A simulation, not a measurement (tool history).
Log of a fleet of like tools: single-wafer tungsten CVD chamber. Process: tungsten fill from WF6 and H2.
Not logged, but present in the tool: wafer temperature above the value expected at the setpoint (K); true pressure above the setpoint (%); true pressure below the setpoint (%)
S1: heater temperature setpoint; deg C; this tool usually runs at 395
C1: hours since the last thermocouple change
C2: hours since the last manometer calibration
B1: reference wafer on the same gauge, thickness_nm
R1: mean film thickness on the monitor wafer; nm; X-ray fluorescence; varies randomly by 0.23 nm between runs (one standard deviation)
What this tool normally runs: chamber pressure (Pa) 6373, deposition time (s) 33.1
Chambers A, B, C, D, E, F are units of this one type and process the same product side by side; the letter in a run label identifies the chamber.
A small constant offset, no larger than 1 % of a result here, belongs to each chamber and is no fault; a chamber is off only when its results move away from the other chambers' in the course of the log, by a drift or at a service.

Run 1A, day 0.471: usual settings; C1 1422.8; C2 737.8; B1 111.01. Result: R1 109.37 nm.
Run 2B, day 0.975: usual settings; C1 515.8; C2 851.9; B1 111.01. Result: R1 108.32 nm.
Run 3C, day 1.317: usual settings; C1 566.8; C2 181; B1 110.98. Result: R1 108.95 nm.
Run 4F, day 1.658: usual settings; C1 507.4; C2 1012.2; B1 111.02. Result: R1 108.23 nm.
Run 5D, day 2.054: usual settings; C1 1186.1; C2 1339.3; B1 110.96. Result: R1 109.15 nm.
Run 6E, day 2.621: usual settings; C1 1289.4; C2 670.3; B1 110.97. Result: R1 109.26 nm.
Run 7C, day 3.025: usual settings; C1 607.8; C2 222; B1 111.07. Result: R1 108.7 nm.
Run 8B, day 3.642: usual settings; C1 579.8; C2 915.9; B1 111. Result: R1 108.17 nm.
Run 9D, day 4.067: usual settings; C1 1234.4; C2 1387.6; B1 111.02. Result: R1 108.75 nm.
Run 10F, day 4.583: usual settings; C1 577.6; C2 1082.4; B1 110.99. Result: R1 108.24 nm.
Run 11E, day 4.908: usual settings; C1 1344.3; C2 725.2; B1 111.02. Result: R1 109.57 nm.
Run 12A, day 5.388: usual settings; C1 1540.8; C2 855.8; B1 110.91. Result: R1 109.28 nm.
Run 13B, day 6.004: usual settings; C1 636.5; C2 972.6; B1 111. Result: R1 108 nm.
Run 14D, day 6.462: usual settings; C1 1291.9; C2 1445.1; B1 110.96. Result: R1 108.61 nm.
Run 15F, day 7.075: usual settings; C1 637.4; C2 1142.2; B1 111.06. Result: R1 107.97 nm.
Run 16C, day 7.65: usual settings; C1 718.8; C2 333; B1 111.06. Result: R1 108.8 nm.
Run 17A, day 8.071: usual settings; C1 1605.2; C2 920.2; B1 110.95. Result: R1 109.37 nm.
Run 18E, day 8.521: usual settings but deposition time (s) 37.5; C1 1431; C2 811.9; B1 111. Result: R1 123.95 nm.
Run 19A, day 8.888: usual settings but deposition time (s) 37.5; C1 1624.8; C2 939.8; B1 111.05. Result: R1 123.79 nm.
Run 20F, day 9.25: usual settings but deposition time (s) 37.5; C1 689.6; C2 1194.4; B1 111.06. Result: R1 122.67 nm.
Run 21E, day 9.821: usual settings but deposition time (s) 37.5; C1 1462.2; C2 843.1; B1 110.97. Result: R1 124.19 nm.
Run 22B, day 10.262: usual settings but deposition time (s) 37.5; C1 738.7; C2 1074.8; B1 110.96. Result: R1 122.95 nm.
At day 10.608: chamber D: capacitance manometer re-zeroed and calibrated.
Run 23D, day 10.812: usual settings but deposition time (s) 37.5; C1 1396.3; C2 5; B1 110.94. Result: R1 123.81 nm.
Run 24C, day 11.196: usual settings; C1 803.9; C2 418.1; B1 110.97. Result: R1 108.87 nm.
Run 25E, day 11.712: usual settings; C1 1507.6; C2 888.5; B1 111.03. Result: R1 109.58 nm.
Run 26D, day 12.025: usual settings; C1 1425.4; C2 34.1; B1 110.95. Result: R1 108.66 nm.
Run 27A, day 12.479: usual settings; C1 1711; C2 1026; B1 111. Result: R1 109.24 nm.
At day 13.042: chamber B: capacitance manometer re-zeroed and calibrated.
Run 28C, day 13.058: usual settings but chamber pressure (Pa) 5760; C1 848.6; C2 462.8; B1 111.09. Result: R1 103.72 nm.
Run 29B, day 13.638: usual settings but chamber pressure (Pa) 5760; C1 819.7; C2 14.4; B1 111.06. Result: R1 103.16 nm.
Run 30F, day 13.992: usual settings but chamber pressure (Pa) 5760; C1 803.4; C2 1308.2; B1 111.01. Result: R1 103.8 nm.
Run 31C, day 14.496: usual settings but chamber pressure (Pa) 5760; C1 883.1; C2 497.3; B1 110.98. Result: R1 103.82 nm.
Run 32D, day 14.783: usual settings but chamber pressure (Pa) 5760; C1 1491.6; C2 100.3; B1 110.95. Result: R1 104.15 nm.
Run 33B, day 15.238: usual settings but chamber pressure (Pa) 5760; C1 858.1; C2 52.8; B1 111.01. Result: R1 103.56 nm.
Run 34F, day 15.75: usual settings; C1 845.6; C2 1350.4; B1 111.02. Result: R1 108.36 nm.
Run 35E, day 16.292: usual settings; C1 1617.5; C2 998.4; B1 111.02. Result: R1 109.75 nm.
Run 36A, day 16.738: usual settings; C1 1813.2; C2 1128.2; B1 111.01. Result: R1 109.31 nm.
Run 37A, day 17.288: usual settings but chamber pressure (Pa) 7213; C1 1826.4; C2 1141.4; B1 110.99. Result: R1 115.46 nm.
Run 38D, day 17.825: usual settings but chamber pressure (Pa) 7213; C1 1564.6; C2 173.3; B1 110.99. Result: R1 114.86 nm.

Is one chamber off against the others, does the gauge drift, or is nothing wrong? If a chamber is off, say which, and what the likeliest cause is.

The fleet is healthy, with each chamber sitting at its usual small offset and no drift in the gauge.

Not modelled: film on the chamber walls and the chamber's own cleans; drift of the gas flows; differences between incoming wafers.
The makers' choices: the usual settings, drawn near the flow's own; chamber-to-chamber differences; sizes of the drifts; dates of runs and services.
